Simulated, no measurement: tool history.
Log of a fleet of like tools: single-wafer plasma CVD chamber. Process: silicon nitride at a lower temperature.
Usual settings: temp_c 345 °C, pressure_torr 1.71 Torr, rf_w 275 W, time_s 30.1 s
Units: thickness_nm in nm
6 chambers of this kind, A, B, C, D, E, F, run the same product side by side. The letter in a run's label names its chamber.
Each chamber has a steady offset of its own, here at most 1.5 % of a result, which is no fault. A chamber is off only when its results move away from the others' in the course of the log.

run	hour	temp_c	pressure_torr	rf_w	time_s	hours since the last thermocouple change	hours since the last RF generator calibration	hours since the last manometer calibration	read-back reference wafer on the same gauge, thickness_nm	thickness_nm
1F	3.7	345	1.71	275	30.1	2151.1	607.4	1330.2	32.812	33.850
2C	6.9	345	1.71	275	30.1	1756.3	1482.3	967.2	32.772	34.061
# hour 8.3: chamber A: RF generator calibrated
3A	13.9	345	1.71	275	30.1	1484.2	5.7	350.0	32.791	33.881
4E	19.0	345	1.71	275	30.1	1635.5	335.4	1077.8	32.809	34.216
5B	23.5	345	1.71	275	30.1	1942.5	424.0	1173.2	32.773	33.440
6D	28.3	345	1.71	275	30.1	1882.6	995.0	783.3	32.784	33.616
7C	34.3	345	1.71	275	30.1	1783.7	1509.7	994.6	32.797	33.882
8F	40.5	345	1.71	275	30.1	2187.9	644.2	1367.0	32.781	33.872
9A	46.5	351	1.71	275	25.6	1516.8	38.3	382.6	32.800	28.537
10E	53.2	351	1.71	275	25.6	1669.7	369.6	1112.0	32.807	28.757
11D	57.2	351	1.71	275	25.6	1911.5	1023.9	812.2	32.813	28.612
12B	63.1	351	1.71	275	25.6	1982.1	463.6	1212.8	32.788	28.560
# hour 68.4: chamber E: thermocouple changed; heater temperature recalibrated
13A	69.1	351	1.71	275	25.6	1539.4	60.9	405.2	32.798	28.690
14D	75.3	351	1.71	275	25.6	1929.6	1042.0	830.3	32.770	28.379
15F	78.5	337	1.71	235	30.1	2225.9	682.2	1405.0	32.799	30.413
16C	84.1	337	1.71	235	30.1	1833.5	1559.5	1044.4	32.815	30.361
17B	90.9	337	1.71	235	30.1	2009.9	491.4	1240.6	32.787	30.247
18E	95.9	337	1.71	235	30.1	27.6	412.3	1154.7	32.784	29.974
19C	101.9	337	1.71	235	30.1	1851.3	1577.3	1062.2	32.802	30.436
# hour 103.2: chamber F: capacitance manometer re-zeroed and calibrated
20A	106.8	337	1.71	235	30.1	1577.1	98.6	442.9	32.800	30.286
21D	111.2	359	1.71	275	24.4	1965.5	1077.9	866.2	32.824	27.278
22B	117.0	359	1.71	275	24.4	2036.0	517.5	1266.7	32.797	27.267
23E	123.8	359	1.71	275	24.4	55.5	440.2	1182.6	32.787	26.845
24F	127.6	359	1.71	275	24.4	2275.0	731.3	24.4	32.766	27.487
25B	132.4	359	1.71	275	24.4	2051.4	532.9	1282.1	32.796	27.211
26F	137.6	359	1.71	275	24.4	2285.0	741.3	34.4	32.785	27.274
27A	141.2	345	1.71	275	30.1	1611.5	133.0	477.3	32.770	33.814
28E	145.1	345	1.71	275	30.1	76.8	461.5	1203.9	32.800	32.983
29D	151.3	354	1.71	275	30.1	2005.6	1118.0	906.3	32.798	33.319
# hour 152.9: chamber C: RF generator calibrated
30C	158.2	354	1.71	275	30.1	1907.6	5.4	1118.5	32.826	33.659
31E	162.2	354	1.71	275	30.1	93.9	478.6	1221.0	32.776	32.511
32C	168.9	354	1.71	275	30.1	1918.3	16.1	1129.2	32.813	33.902
33B	174.8	354	1.71	275	30.1	2093.8	575.3	1324.5	32.805	33.352
34F	179.1	354	1.71	275	30.1	2326.5	782.8	75.9	32.830	33.718
35A	185.7	345	1.87	245	30.1	1656.0	177.5	521.8	32.808	31.710
36D	189.4	345	1.87	245	30.1	2043.7	1156.1	944.4	32.782	31.632

All 6 chambers run these settings next. Forecast each chamber's results:
37A	194.4	345	1.71	275	30.1					?
37B	194.4	345	1.71	275	30.1					?
37C	194.4	345	1.71	275	30.1					?
37D	194.4	345	1.71	275	30.1					?
37E	194.4	345	1.71	275	30.1					?
37F	194.4	345	1.71	275	30.1					?

run	thickness_nm
37A	33.626
37B	33.528
37C	34.142
37D	33.581
37E	32.187
37F	34.035

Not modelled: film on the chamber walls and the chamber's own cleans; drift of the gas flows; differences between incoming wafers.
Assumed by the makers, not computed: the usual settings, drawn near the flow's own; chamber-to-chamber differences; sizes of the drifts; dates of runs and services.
